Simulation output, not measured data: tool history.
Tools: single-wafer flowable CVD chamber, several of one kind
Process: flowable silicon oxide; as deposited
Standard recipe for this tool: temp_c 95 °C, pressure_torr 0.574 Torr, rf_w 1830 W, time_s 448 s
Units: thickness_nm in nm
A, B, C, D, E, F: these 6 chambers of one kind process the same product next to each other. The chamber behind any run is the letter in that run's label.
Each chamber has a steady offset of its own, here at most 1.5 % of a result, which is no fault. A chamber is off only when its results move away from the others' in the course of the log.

run   hour  temp_c  pressure_torr  rf_w  time_s  hours since the last thermocouple change  hours since the last RF generator calibration  hours since the last manometer calibration  read-back reference wafer on the same gauge, thickness_nm  thickness_nm
 1C   10.7      95          0.574  1830     448                                     501.6                                          441.9                                       331.6                                                     236.85        197.14
      12.1  -- chamber E: thermocouple changed; heater temperature recalibrated
 2B   21.1      95          0.574  1830     448                                     516.9                                          332.5                                      1596.5                                                     236.82        199.84
 3D     30      95          0.574  1830     448                                     760.2                                          536.3                                      2141.1                                                     236.72         202.1
 4E   43.9      95          0.574  1830     448                                      31.9                                          904.1                                       692.8                                                     236.72        202.08
 5F   53.1      95          0.574  1830     448                                     177.9                                           1679                                       642.9                                                     237.33        199.67
 6A   66.6      95          0.574  1830     448                                     276.5                                            225                                       400.1                                                     237.06        200.48
 7B   77.3      95          0.574  1830     448                                     573.1                                          388.7                                      1652.7                                                     236.85        203.07
 8D   86.3      95          0.574  1830     448                                     816.5                                          592.6                                      2197.4                                                     236.99        200.03
 9C   99.9      95          0.574  1830     448                                     590.8                                          531.1                                       420.8                                                      237.2        197.61
10F  106.7      95          0.574  1830     448                                     231.5                                         1732.6                                       696.5                                                     237.16         200.2
11A  122.2      95          0.574  1830     448                                     332.1                                          280.6                                       455.7                                                     236.92           199
12E  133.2      95          0.574  1830     448                                     121.2                                          993.4                                       782.1                                                     237.19        201.87
13A  148.7      95          0.574  1830     448                                     358.6                                          307.1                                       482.2                                                     236.66        199.41
14C  158.6      95          0.574  1830     448                                     649.5                                          589.8                                       479.5                                                     236.72        197.97
15D    172      95          0.511  1990     448                                     902.2                                          678.3                                      2283.1                                                     237.01         169.8
16B  184.6      95          0.511  1990     448                                     680.4                                            496                                        1760                                                     237.21        173.09
17F  193.2      95          0.511  1990     448                                       318                                         1819.1                                         783                                                     237.13        172.26
18E  208.4      95          0.511  1990     448                                     196.4                                         1068.6                                       857.3                                                     236.77         173.6
19C  221.8      95          0.511  1990     448                                     712.7                                            653                                       542.7                                                     236.94        172.37
     227.2  -- chamber E: capacitance manometer re-zeroed and calibrated
20B  236.7      95          0.511  1990     448                                     732.5                                          548.1                                      1812.1                                                     237.04        173.19
21E  248.3      95          0.574  1830     448                                     236.3                                         1108.5                                        21.1                                                     236.96        202.47
22A  257.9      95          0.574  1830     448                                     467.8                                          416.3                                       591.4                                                     236.91        199.57
23D  265.8      95          0.574  1830     448                                       996                                          772.1                                      2376.9                                                     237.09        193.61
24F  274.2      95          0.574  1830     448                                       399                                         1900.1                                         864                                                     237.05         199.9
25E  287.5      95          0.574  1830     448                                     275.5                                         1147.7                                        60.3                                                      237.4        202.14
26D  298.2      95          0.574  1830     448                                    1028.4                                          804.5                                      2409.3                                                     236.89        192.68
27F  311.2      95          0.574  1830     448                                       436                                         1937.1                                         901                                                     236.99         200.4
28B  321.1      95          0.574  1830     448                                     816.9                                          632.5                                      1896.5                                                     236.68         200.8
29C  334.9      84          0.574  1600     448                                     825.8                                          766.1                                       655.8                                                     237.18        268.61
30A  344.4      84          0.574  1600     448                                     554.3                                          502.8                                       677.9                                                     237.16        272.06
31A  352.2      84          0.574  1600     448                                     562.1                                          510.6                                       685.7                                                     236.87        270.31
32C    367      84          0.574  1600     448                                     857.9                                          798.2                                       687.9                                                     237.19        268.55
33B  381.2      84          0.574  1600     448                                       877                                          692.6                                      1956.6                                                      236.8         273.2
34D  390.7      84          0.574  1600     448                                    1120.9                                            897                                      2501.8                                                     236.93        257.93
35E  401.3      95          0.574  1830     448                                     389.3                                         1261.5                                       174.1                                                     237.26        201.62
36F  408.7      95          0.574  2015     484                                     533.5                                         2034.6                                       998.5                                                     236.95        219.28
37A  415.9      95          0.574  2015     484                                     625.8                                          574.3                                       749.4                                                     236.81        221.87

Which is it: a chamber that has drifted or been left off by a service, a gauge drift common to all chambers, or only each chamber's usual small offset? If a chamber is off, name it and its likeliest cause.

Little by little, chamber D moves away from the other chambers.
Likeliest cause: wafer temperature above the value expected at the setpoint (K) = 1.79.
From this log alone, it may not be told apart from: true pressure below the setpoint (%).

Here are 4 candidates for chamber D's next run, each the usual settings with a change, their results left as question marks. Which one brings its results back in line with what the others give on the usual settings?
In line here means within this much of the mean the other chambers give on the usual settings: thickness_nm 3.8 nm
38D-1  427.2      96          0.566  1830     448                                                                                                                                                                                                             ?
38D-2  427.2      95          0.583  1835     448                                                                                                                                                                                                             ?
38D-3  427.2      94          0.581  1830     450                                                                                                                                                                                                             ?
38D-4  427.2      95          0.574  1830     438                                                                                                                                                                                                             ?

Average result of the remaining chambers running the usual settings: thickness_nm 199.94 nm
  run  thickness_nm
38D-1        179.18
38D-2        193.06
38D-3        199.36
38D-4         184.6
It is 38D-3 that realigns the chamber with its peers.
